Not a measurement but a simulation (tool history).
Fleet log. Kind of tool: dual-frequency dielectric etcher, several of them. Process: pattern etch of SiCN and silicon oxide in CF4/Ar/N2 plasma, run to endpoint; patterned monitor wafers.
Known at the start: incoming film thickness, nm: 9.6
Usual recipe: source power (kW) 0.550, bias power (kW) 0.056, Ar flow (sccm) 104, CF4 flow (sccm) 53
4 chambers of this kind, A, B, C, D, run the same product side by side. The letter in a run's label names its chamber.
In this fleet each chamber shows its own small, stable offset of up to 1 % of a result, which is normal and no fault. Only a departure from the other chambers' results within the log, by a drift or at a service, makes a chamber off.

run,hour,source power (kW),bias power (kW),Ar flow (sccm),CF4 flow (sccm),hours since the last wet clean,hours since the last source power generator calibration,hours since the last bias power generator calibration,hours since the last Ar flow controller change,hours since the last CF4 flow controller change,endpoint time (s)
1D,9.8,0.550,0.056,104,53,333.2,2406.5,1257.7,2787.0,4404.1,10.7580
2C,20.6,0.550,0.056,104,53,283.8,1169.3,167.3,1416.1,1008.0,10.6810
3B,32.6,0.550,0.056,104,53,309.2,2532.1,2538.8,1752.6,2651.8,10.6730
4A,39.3,0.550,0.056,104,53,62.2,2828.5,1706.8,995.1,805.9,10.7760
# hour 41.8: chamber D: wet clean of the chamber
5B,48.8,0.550,0.056,104,53,325.4,2548.3,2555.0,1768.8,2668.0,10.5860
6A,56.5,0.550,0.056,83,59,79.4,2845.7,1724.0,1012.3,823.1,10.1470
7D,62.5,0.550,0.056,83,59,20.8,2459.2,1310.4,2839.7,4456.8,10.2390
8C,68.3,0.550,0.056,83,59,331.5,1217.0,215.0,1463.8,1055.7,9.9615
9B,77.9,0.550,0.056,83,59,354.5,2577.4,2584.1,1797.9,2697.1,10.0960
10D,89.8,0.550,0.056,104,53,48.1,2486.5,1337.7,2867.0,4484.1,10.7260
# hour 89.9: chamber A: source power generator calibrated
# hour 91.3: chamber C: wet clean of the chamber
11A,96.0,0.550,0.056,104,53,118.9,6.1,1763.5,1051.8,862.6,10.7540
12C,105.8,0.550,0.056,104,53,14.6,1254.5,252.5,1501.3,1093.2,10.4440
# hour 115.0: chamber B: wet clean of the chamber
13B,116.0,0.550,0.056,104,53,1.1,2615.5,2622.2,1836.0,2735.2,10.5150
14A,124.0,0.550,0.056,104,53,146.9,34.1,1791.5,1079.8,890.6,10.6370
# hour 127.4: chamber B: bias power generator calibrated
15C,132.6,0.550,0.056,104,53,41.4,1281.3,279.3,1528.1,1120.0,10.2840
16D,142.7,0.550,0.056,104,53,101.0,2539.4,1390.6,2919.9,4537.0,10.6940
17B,151.5,0.550,0.056,104,53,36.6,2651.0,24.2,1871.5,2770.7,10.6460
18D,162.2,0.550,0.056,104,53,120.5,2558.9,1410.1,2939.4,4556.5,10.7200
19C,170.2,0.550,0.056,104,53,79.0,1318.9,316.9,1565.7,1157.6,10.1740
20A,177.3,0.550,0.056,104,53,200.2,87.4,1844.8,1133.1,943.9,10.6390
21D,185.1,0.550,0.056,104,53,143.4,2581.8,1433.0,2962.3,4579.4,10.6900
22A,192.7,0.550,0.056,104,53,215.6,102.8,1860.2,1148.5,959.3,10.6030
23C,205.5,0.550,0.056,104,53,114.3,1354.2,352.2,1601.0,1192.9,10.2890
24B,214.5,0.550,0.056,104,53,99.6,2714.0,87.2,1934.5,2833.7,10.6060
25D,223.3,0.550,0.056,104,53,181.6,2620.0,1471.2,3000.5,4617.6,10.7400
26B,231.2,0.550,0.056,104,53,116.3,2730.7,103.9,1951.2,2850.4,10.5430
27C,243.2,0.550,0.056,104,53,152.0,1391.9,389.9,1638.7,1230.6,10.2830
28A,256.5,0.550,0.056,104,53,279.4,166.6,1924.0,1212.3,1023.1,10.6330
29A,268.6,0.550,0.056,104,53,291.5,178.7,1936.1,1224.4,1035.2,10.7340
30B,275.5,0.620,0.056,104,66,160.6,2775.0,148.2,1995.5,2894.7,9.2623
31D,282.8,0.620,0.056,104,66,241.1,2679.5,1530.7,3060.0,4677.1,9.3939
32C,292.8,0.620,0.056,104,66,201.6,1441.5,439.5,1688.3,1280.2,8.9076

Read the log: is a single chamber off, either drifting away or since a service, is the gauge that measures every chamber drifting, or is nothing wrong beyond small per-chamber offsets? Name any odd chamber and what most likely caused it.

A service on chamber C put it out of line with the rest.
Cause: etch rate over this chamber's usual, % = 3.6.

Here are 4 candidates for chamber C's next run, each the usual settings with a change, their results left as question marks. Which one brings its results back in line with what the others give on the usual settings?
A result is in line if it is within this distance of the other chambers' mean on the usual settings: endpoint time (s) 0.2200
33C-1,302.3,0.530,0.056,104,53,,,,,,?
33C-2,302.3,0.590,0.058,104,53,,,,,,?
33C-3,302.3,0.550,0.061,99,53,,,,,,?
33C-4,302.3,0.510,0.056,106,52,,,,,,?

The other chambers' mean on the usual settings: endpoint time (s) 10.6830
run,endpoint time (s)
33C-1,10.6310
33C-2,9.5568
33C-3,9.9095
33C-4,11.0740
Change 33C-1 lands the chamber within the allowed miss of the other chambers.

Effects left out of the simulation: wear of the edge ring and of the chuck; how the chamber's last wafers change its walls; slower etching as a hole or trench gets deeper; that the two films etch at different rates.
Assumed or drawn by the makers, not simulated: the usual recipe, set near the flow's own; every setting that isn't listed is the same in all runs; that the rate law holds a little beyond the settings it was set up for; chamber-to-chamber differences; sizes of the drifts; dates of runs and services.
